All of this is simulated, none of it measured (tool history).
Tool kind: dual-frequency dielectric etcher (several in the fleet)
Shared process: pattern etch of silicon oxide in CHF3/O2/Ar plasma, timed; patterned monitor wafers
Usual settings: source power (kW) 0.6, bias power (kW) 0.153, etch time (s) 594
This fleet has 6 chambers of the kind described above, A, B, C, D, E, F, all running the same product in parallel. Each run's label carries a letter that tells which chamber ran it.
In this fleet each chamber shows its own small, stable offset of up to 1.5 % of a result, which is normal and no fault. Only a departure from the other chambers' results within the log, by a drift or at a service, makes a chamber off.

| run | hour | source power (kW) | bias power (kW) | etch time (s) | read-back reference wafer on the same gauge, depth_nm | mean etch depth across the wafer (nm) |
|---|---|---|---|---|---|---|
| 1A | 8.8 | 0.6 | 0.153 | 594 | 1090.1 | 1102.4 |
| 2F | 16.4 | 0.6 | 0.153 | 594 | 1090.4 | 1119.4 |
| 3D | 25.1 | 0.6 | 0.153 | 594 | 1090.1 | 1114.7 |
| 4B | 32 | 0.6 | 0.153 | 594 | 1090 | 1111.7 |
| 5E | 37.3 | 0.6 | 0.153 | 594 | 1089.4 | 1128.1 |
| 6C | 44.9 | 0.6 | 0.153 | 594 | 1089.7 | 1122.6 |
| 7F | 49.5 | 0.6 | 0.153 | 594 | 1089.9 | 1118.1 |
| 8C | 54.1 | 0.6 | 0.153 | 594 | 1089.8 | 1117.1 |
| 9A | 60.6 | 0.6 | 0.153 | 594 | 1090 | 1100.2 |
| 10D | 67.7 | 0.6 | 0.153 | 594 | 1090.1 | 1110 |
|  | 69.6 | chamber A: source power generator calibrated |
| 11B | 75.5 | 0.6 | 0.153 | 594 | 1090 | 1124 |
| 12E | 80 | 0.6 | 0.153 | 594 | 1089.5 | 1113.5 |
| 13C | 84 | 0.6 | 0.153 | 734.5 | 1090.2 | 1385.1 |
| 14E | 91.8 | 0.6 | 0.153 | 734.5 | 1090.3 | 1382.3 |
| 15B | 97.3 | 0.6 | 0.153 | 734.5 | 1089.1 | 1401.1 |
| 16F | 101.5 | 0.6 | 0.153 | 734.5 | 1090.1 | 1378.3 |
| 17D | 108.1 | 0.6 | 0.153 | 734.5 | 1090.1 | 1373.6 |
| 18A | 112.1 | 0.6 | 0.153 | 734.5 | 1090.1 | 1364.7 |
| 19D | 118.5 | 0.6 | 0.153 | 594 | 1090.9 | 1113.7 |
| 20C | 123.3 | 0.6 | 0.153 | 594 | 1090.6 | 1128.2 |
| 21E | 131.2 | 0.6 | 0.153 | 594 | 1090.2 | 1115.4 |
| 22F | 135 | 0.6 | 0.153 | 594 | 1089.2 | 1115.2 |
| 23A | 139 | 0.6 | 0.153 | 594 | 1090 | 1100 |
| 24B | 146.1 | 0.6 | 0.153 | 594 | 1090 | 1143.5 |
| 25D | 154.2 | 0.6 | 0.153 | 594 | 1089.7 | 1117.9 |
| 26B | 161.8 | 0.6 | 0.153 | 594 | 1090.5 | 1150.5 |
| 27F | 167 | 0.6 | 0.153 | 594 | 1090.6 | 1116.8 |
| 28A | 174.2 | 0.6 | 0.153 | 594 | 1089.2 | 1098.6 |
| 29C | 179.5 | 0.6 | 0.153 | 594 | 1090.4 | 1121.3 |
| 30E | 184.4 | 0.6 | 0.153 | 594 | 1089.9 | 1116.6 |
| 31D | 193.1 | 0.6 | 0.189 | 594 | 1089.7 | 1195.5 |
| 32C | 198.3 | 0.6 | 0.189 | 594 | 1090.7 | 1198.4 |
| 33F | 204.1 | 0.6 | 0.189 | 594 | 1090.7 | 1204.5 |
| 34B | 208.5 | 0.6 | 0.189 | 594 | 1089.7 | 1240.9 |
| 35E | 217.2 | 0.6 | 0.189 | 594 | 1089.5 | 1201.7 |
| 36A | 224.1 | 0.6 | 0.189 | 594 | 1090 | 1188.1 |
| 37E | 231.7 | 0.6 | 0.153 | 594 | 1089.7 | 1122 |
|  | 234.3 | chamber C: wet clean of the chamber |
| 38C | 238.9 | 0.6 | 0.153 | 594 | 1089.8 | 1119.4 |

Next, every chamber runs the same settings. What will each give?
| 39A | 245.2 | 0.6 | 0.153 | 594 |  | ? |
| 39B | 245.2 | 0.6 | 0.153 | 594 |  | ? |
| 39C | 245.2 | 0.6 | 0.153 | 594 |  | ? |
| 39D | 245.2 | 0.6 | 0.153 | 594 |  | ? |
| 39E | 245.2 | 0.6 | 0.153 | 594 |  | ? |
| 39F | 245.2 | 0.6 | 0.153 | 594 |  | ? |

| run | mean etch depth across the wafer (nm) |
|---|---|
| 39A | 1093.9 |
| 39B | 1166.3 |
| 39C | 1125.6 |
| 39D | 1110.1 |
| 39E | 1117.9 |
| 39F | 1114.7 |
